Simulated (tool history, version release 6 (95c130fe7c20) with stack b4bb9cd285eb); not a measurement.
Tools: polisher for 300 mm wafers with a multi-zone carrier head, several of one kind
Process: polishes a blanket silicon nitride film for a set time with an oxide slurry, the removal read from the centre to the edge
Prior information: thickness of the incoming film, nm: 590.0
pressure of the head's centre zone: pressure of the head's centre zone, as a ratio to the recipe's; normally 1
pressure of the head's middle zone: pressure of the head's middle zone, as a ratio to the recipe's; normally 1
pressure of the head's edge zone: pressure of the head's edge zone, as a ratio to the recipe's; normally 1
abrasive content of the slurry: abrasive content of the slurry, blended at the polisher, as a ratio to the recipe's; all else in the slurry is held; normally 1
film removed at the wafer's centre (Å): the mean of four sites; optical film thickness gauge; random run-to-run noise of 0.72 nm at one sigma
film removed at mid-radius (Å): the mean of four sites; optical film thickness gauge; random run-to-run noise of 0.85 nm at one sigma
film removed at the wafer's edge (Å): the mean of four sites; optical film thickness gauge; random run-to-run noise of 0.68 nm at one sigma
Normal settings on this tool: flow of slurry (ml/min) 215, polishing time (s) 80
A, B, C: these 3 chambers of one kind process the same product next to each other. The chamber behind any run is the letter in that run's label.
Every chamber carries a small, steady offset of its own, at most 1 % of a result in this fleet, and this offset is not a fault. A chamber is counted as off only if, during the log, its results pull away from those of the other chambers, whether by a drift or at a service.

| run | hour | flow of slurry (ml/min) | pressure of the head's centre zone | pressure of the head's middle zone | pressure of the head's edge zone | abrasive content of the slurry | polishing time (s) | wafers polished on this pad | hours since the slurry nozzle was cleaned | hours since the centre zone pressure was calibrated | hours since the edge zone pressure was calibrated | film removed at the wafer's centre (Å) | film removed at mid-radius (Å) | film removed at the wafer's edge (Å) |
|---|---|---|---|---|---|---|---|---|---|---|---|---|---|---|
| 1C | 9.5 | 215 | 1 | 1 | 1 | 1 | 80 | 311 | 157.9 | 586.9 | 409 | 707.57 | 692.52 | 707.92 |
|  | 16.9 | chamber A: worn pad replaced by a new one |
| 2B | 23.1 | 215 | 1 | 1 | 1 | 1 | 80 | 1134 | 153.1 | 1237.8 | 481.3 | 716.08 | 685.2 | 701.41 |
|  | 26.9 | chamber B: worn pad replaced by a new one |
| 3A | 30 | 215 | 1 | 1 | 1 | 1 | 80 | 153 | 134.7 | 964 | 964.7 | 706.07 | 695.1 | 711.76 |
| 4B | 37 | 215 | 1 | 1 | 1 | 1 | 80 | 118 | 167 | 1251.7 | 495.2 | 695.87 | 692.04 | 703.24 |
| 5A | 47.7 | 215 | 1 | 1 | 1 | 1 | 80 | 361 | 152.4 | 981.7 | 982.4 | 695.87 | 684.15 | 702.04 |
| 6C | 54.2 | 215 | 1 | 1.06 | 1 | 1 | 80 | 834 | 202.6 | 631.6 | 453.7 | 698.49 | 746 | 698.4 |
|  | 57.7 | chamber B: slurry nozzle cleaned |
| 7B | 65.6 | 215 | 1 | 1.06 | 1 | 1 | 80 | 452 | 8 | 1280.3 | 523.8 | 702.3 | 755.97 | 695.2 |
| 8A | 73.5 | 215 | 1 | 1.06 | 1 | 1 | 80 | 662 | 178.2 | 1007.5 | 1008.2 | 702.25 | 721.77 | 711.52 |
|  | 77.5 | chamber C: worn pad replaced by a new one |
| 9C | 80.2 | 215 | 1 | 1 | 1 | 1 | 80 | 32 | 228.6 | 657.6 | 479.7 | 704.97 | 698.52 | 708.91 |
|  | 83.7 | chamber A: worn pad replaced by a new one |
| 10A | 89.2 | 215 | 1 | 1 | 1.07 | 0.8 | 80 | 64 | 193.9 | 1023.2 | 1023.9 | 634.43 | 623.14 | 649.74 |
| 11C | 96.8 | 215 | 1 | 1 | 1.07 | 0.8 | 80 | 226 | 245.2 | 674.2 | 496.3 | 633.24 | 622.18 | 650.72 |
| 12B | 108.4 | 215 | 1 | 1 | 1.07 | 0.8 | 80 | 953 | 50.8 | 1323.1 | 566.6 | 638.01 | 635.3 | 647.15 |
|  | 112.8 | chamber B: worn pad replaced by a new one |
| 13A | 115.6 | 215 | 1 | 1 | 1 | 1 | 80 | 373 | 220.3 | 1049.6 | 1050.3 | 713.34 | 704.74 | 708.13 |
| 14C | 123.7 | 215 | 1 | 1 | 1 | 1 | 80 | 541 | 272.1 | 701.1 | 523.2 | 723.54 | 698.21 | 704.59 |
| 15B | 133.7 | 215 | 1 | 1 | 1 | 1 | 80 | 245 | 76.1 | 1348.4 | 591.9 | 704.48 | 697.56 | 693.65 |
| 16C | 140.6 | 215 | 1 | 1 | 1 | 1 | 80 | 739 | 289 | 718 | 540.1 | 710.28 | 707.34 | 700.17 |
|  | 142.2 | chamber A: worn pad replaced by a new one |
|  | 148.8 | chamber A: slurry nozzle cleaned |
|  | 151.4 | chamber A: edge zone pressure recalibrated |
| 17A | 152.5 | 215 | 1 | 1 | 1 | 1 | 80 | 121 | 3.7 | 1086.5 | 1.1 | 713.01 | 713.31 | 706.93 |
|  | 155.4 | chamber A: centre zone pressure recalibrated |
| 18B | 162 | 215 | 1 | 1 | 1 | 1 | 80 | 576 | 104.4 | 1376.7 | 620.2 | 714.92 | 695.33 | 701.72 |
|  | 163.9 | chamber C: slurry nozzle cleaned |
| 19A | 173.9 | 215 | 1 | 1 | 1 | 1 | 80 | 371 | 25.1 | 18.5 | 22.5 | 720.61 | 695.49 | 698.57 |
| 20C | 185.6 | 215 | 1 | 1 | 1 | 1 | 80 | 1265 | 21.8 | 763 | 585.1 | 714.03 | 707.93 | 697.57 |
| 21B | 191.8 | 215 | 1 | 1 | 1 | 1 | 80 | 925 | 134.2 | 1406.5 | 650 | 713.64 | 693.94 | 706.53 |
|  | 192 | chamber C: worn pad replaced by a new one |
| 22A | 200.3 | 215 | 1 | 1 | 1 | 1 | 80 | 680 | 51.5 | 44.9 | 48.9 | 705.58 | 694.85 | 688.49 |
|  | 209.2 | chamber A: worn pad replaced by a new one |
|  | 209.7 | chamber B: centre zone pressure recalibrated |
| 23B | 210.2 | 215 | 1 | 1 | 1 | 1 | 80 | 1140 | 152.6 | 0.5 | 668.4 | 641.56 | 685.89 | 686.62 |
|  | 213.1 | chamber B: worn pad replaced by a new one |
| 24C | 216.7 | 215 | 1 | 1 | 1 | 1 | 80 | 289 | 52.9 | 794.1 | 616.2 | 700.49 | 687.69 | 702.26 |
| 25C | 223.6 | 215 | 1 | 1 | 1 | 1 | 80 | 369 | 59.8 | 801 | 623.1 | 708.73 | 696.95 | 701.28 |
| 26B | 233.7 | 215 | 1 | 1 | 1 | 1 | 80 | 241 | 176.1 | 24 | 691.9 | 654.27 | 691.89 | 694.92 |
| 27A | 240.8 | 215 | 1 | 1 | 1 | 1 | 80 | 370 | 92 | 85.4 | 89.4 | 705.75 | 708.77 | 703.94 |
| 28C | 254.4 | 215 | 1 | 1 | 1 | 1 | 80 | 730 | 90.6 | 831.8 | 653.9 | 705.43 | 709.96 | 691.77 |
| 29A | 263.7 | 215 | 1 | 1 | 1 | 1 | 80 | 638 | 114.9 | 108.3 | 112.3 | 713.01 | 694.95 | 706.68 |
|  | 269.5 | chamber A: worn pad replaced by a new one |
| 30B | 270 | 215 | 1 | 1 | 1 | 1 | 80 | 665 | 212.4 | 60.3 | 728.2 | 642.13 | 706.02 | 708.85 |
| 31A | 281.4 | 215 | 1 | 1 | 1 | 1 | 80 | 139 | 132.6 | 126 | 130 | 716.18 | 694.69 | 702.9 |
| 32C | 293.4 | 215 | 1 | 1 | 1 | 1 | 80 | 1186 | 129.6 | 870.8 | 692.9 | 708.8 | 707.85 | 703.43 |
|  | 295.6 | chamber B: worn pad replaced by a new one |
| 33B | 300.2 | 145 | 1 | 1 | 1 | 1 | 80 | 54 | 242.6 | 90.5 | 758.4 | 590.64 | 660.24 | 663.13 |
|  | 308.1 | chamber C: worn pad replaced by a new one |
| 34A | 308.9 | 145 | 1 | 1 | 1 | 1 | 80 | 461 | 160.1 | 153.5 | 157.5 | 657.23 | 650.05 | 674.51 |
| 35C | 322.7 | 145 | 1 | 1 | 1 | 1 | 80 | 171 | 158.9 | 900.1 | 722.2 | 665.89 | 661.18 | 672.26 |

Which is it: a chamber that has drifted or been left off by a service, a gauge drift common to all chambers, or only each chamber's usual small offset? If a chamber is off, name it and its likeliest cause.

The work done on chamber B during a service left it standing apart from the others.
What lies behind it: centre zone's pressure below its setpoint, % = 7.88.

Below are 4 candidate recipes for chamber B's next run, each the usual settings with a change, their results shown as question marks. Which of them brings B's results back in line with what the other chambers give on the usual settings?
In line means no further than this from the other chambers' mean on the usual settings: film removed at the wafer's centre (Å) 25; film removed at mid-radius (Å) 30; film removed at the wafer's edge (Å) 24
| 36B-1 | 332.8 | 220 | 1.12 | 0.96 | 0.97 | 1 | 82 |  |  |  |  | ? | ? | ? |
| 36B-2 | 332.8 | 210 | 0.88 | 1.04 | 1.03 | 1 | 78 |  |  |  |  | ? | ? | ? |
| 36B-3 | 332.8 | 220 | 1.07 | 0.98 | 0.98 | 1 | 81 |  |  |  |  | ? | ? | ? |
| 36B-4 | 332.8 | 210 | 0.93 | 1.02 | 1.02 | 1 | 79 |  |  |  |  | ? | ? | ? |

On the usual settings, the other chambers give on average: film removed at the wafer's centre (Å) 708.1; film removed at mid-radius (Å) 699.02; film removed at the wafer's edge (Å) 702.45
| run | film removed at the wafer's centre (Å) | film removed at mid-radius (Å) | film removed at the wafer's edge (Å) |
|---|---|---|---|
| 36B-1 | 750.64 | 694.95 | 704.95 |
| 36B-2 | 542.24 | 707.31 | 687.71 |
| 36B-3 | 705.19 | 699.61 | 699.83 |
| 36B-4 | 584.38 | 703.62 | 693.17 |
With 36B-3, the chamber falls back in line with the rest.

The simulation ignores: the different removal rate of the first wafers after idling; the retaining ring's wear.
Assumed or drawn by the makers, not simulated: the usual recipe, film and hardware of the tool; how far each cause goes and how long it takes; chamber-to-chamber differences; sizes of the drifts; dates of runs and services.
